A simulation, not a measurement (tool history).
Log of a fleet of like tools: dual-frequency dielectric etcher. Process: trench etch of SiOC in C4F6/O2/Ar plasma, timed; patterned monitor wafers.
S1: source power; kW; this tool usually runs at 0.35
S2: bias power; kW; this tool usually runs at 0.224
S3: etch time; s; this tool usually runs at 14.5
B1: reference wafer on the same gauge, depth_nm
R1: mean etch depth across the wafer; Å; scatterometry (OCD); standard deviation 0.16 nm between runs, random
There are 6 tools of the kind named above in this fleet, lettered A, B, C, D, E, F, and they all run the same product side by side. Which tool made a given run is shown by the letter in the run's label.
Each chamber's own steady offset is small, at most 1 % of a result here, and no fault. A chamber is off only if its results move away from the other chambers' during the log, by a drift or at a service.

run	day	S1	S2	S3	B1	R1
1E	0.271	0.35	0.224	14.5	24.578	308.7
2D	0.5	0.35	0.224	14.5	24.62	309.47
3B	0.738	0.35	0.224	14.5	24.623	310.5
4A	0.975	0.35	0.224	14.5	24.612	307.67
5C	1.15	0.35	0.224	14.5	24.597	310.22
6F	1.358	0.35	0.224	14.5	24.592	306.1
7A	1.5	0.35	0.224	14.5	24.609	306.55
8C	1.704	0.35	0.224	14.5	24.602	310.4
9B	1.908	0.35	0.18	12.5	24.59	247.28
10D	2.046	0.35	0.18	12.5	24.619	248.34
11E	2.258	0.35	0.18	12.5	24.597	248.39
12F	2.408	0.35	0.18	12.5	24.602	245.43
13F	2.596	0.35	0.18	12.5	24.613	244.34
14A	2.854	0.35	0.18	12.5	24.561	245.14
15C	2.979	0.35	0.224	14.5	24.574	307.25
16D	3.183	0.35	0.224	14.5	24.603	311.46
17E	3.417	0.29	0.224	14.5	24.583	288.77
18B	3.588	0.29	0.224	14.5	24.572	285.57
19B	3.783	0.29	0.224	14.5	24.604	282.3
20F	4.029	0.29	0.224	14.5	24.616	283.15
21E	4.275	0.29	0.224	14.5	24.605	289.13
22D	4.442	0.29	0.224	14.5	24.599	286.34
# day 4.604: chamber F: wet clean of the chamber
23A	4.604	0.35	0.224	14.5	24.618	307.27
24C	4.821	0.4	0.178	14.5	24.591	303.13
# day 4.904: chamber C: wet clean of the chamber
25B	5.067	0.4	0.178	14.5	24.641	301.79
26E	5.312	0.4	0.178	14.5	24.567	302.02
27A	5.438	0.4	0.178	14.5	24.613	298.12
28C	5.679	0.4	0.178	14.5	24.61	304.83
29F	5.867	0.4	0.178	14.5	24.585	287.72
30D	6.05	0.35	0.224	14.5	24.595	308.36
31C	6.267	0.35	0.224	14.5	24.6	308.71
32F	6.533	0.35	0.224	14.5	24.605	296.01
# day 6.621: chamber D: source power generator calibrated
33E	6.758	0.35	0.224	14.5	24.627	307.6
34D	6.908	0.35	0.224	14.5	24.586	310.23
35B	7.129	0.35	0.224	14.5	24.612	308.12
36A	7.358	0.35	0.224	14.5	24.582	307.76
37B	7.617	0.35	0.224	14.5	24.618	308.73
38C	7.792	0.35	0.224	14.5	24.61	310.08
39D	7.967	0.35	0.224	14.5	24.609	307.5
40E	8.15	0.35	0.224	14.5	24.606	308.11
41F	8.367	0.35	0.224	14.5	24.612	292.36
42A	8.525	0.35	0.224	14.5	24.588	308.76
43E	8.75	0.35	0.224	14.5	24.595	312.52
44B	8.996	0.35	0.224	14.5	24.621	309.23

All chambers now run identical settings, listed one chamber a line with results as question marks. What results will each chamber show?
45A	9.192	0.35	0.224	14.5		?
45B	9.192	0.35	0.224	14.5		?
45C	9.192	0.35	0.224	14.5		?
45D	9.192	0.35	0.224	14.5		?
45E	9.192	0.35	0.224	14.5		?
45F	9.192	0.35	0.224	14.5		?

run	R1
45A	304.16
45B	306.82
45C	310.78
45D	309.23
45E	308.99
45F	296.39
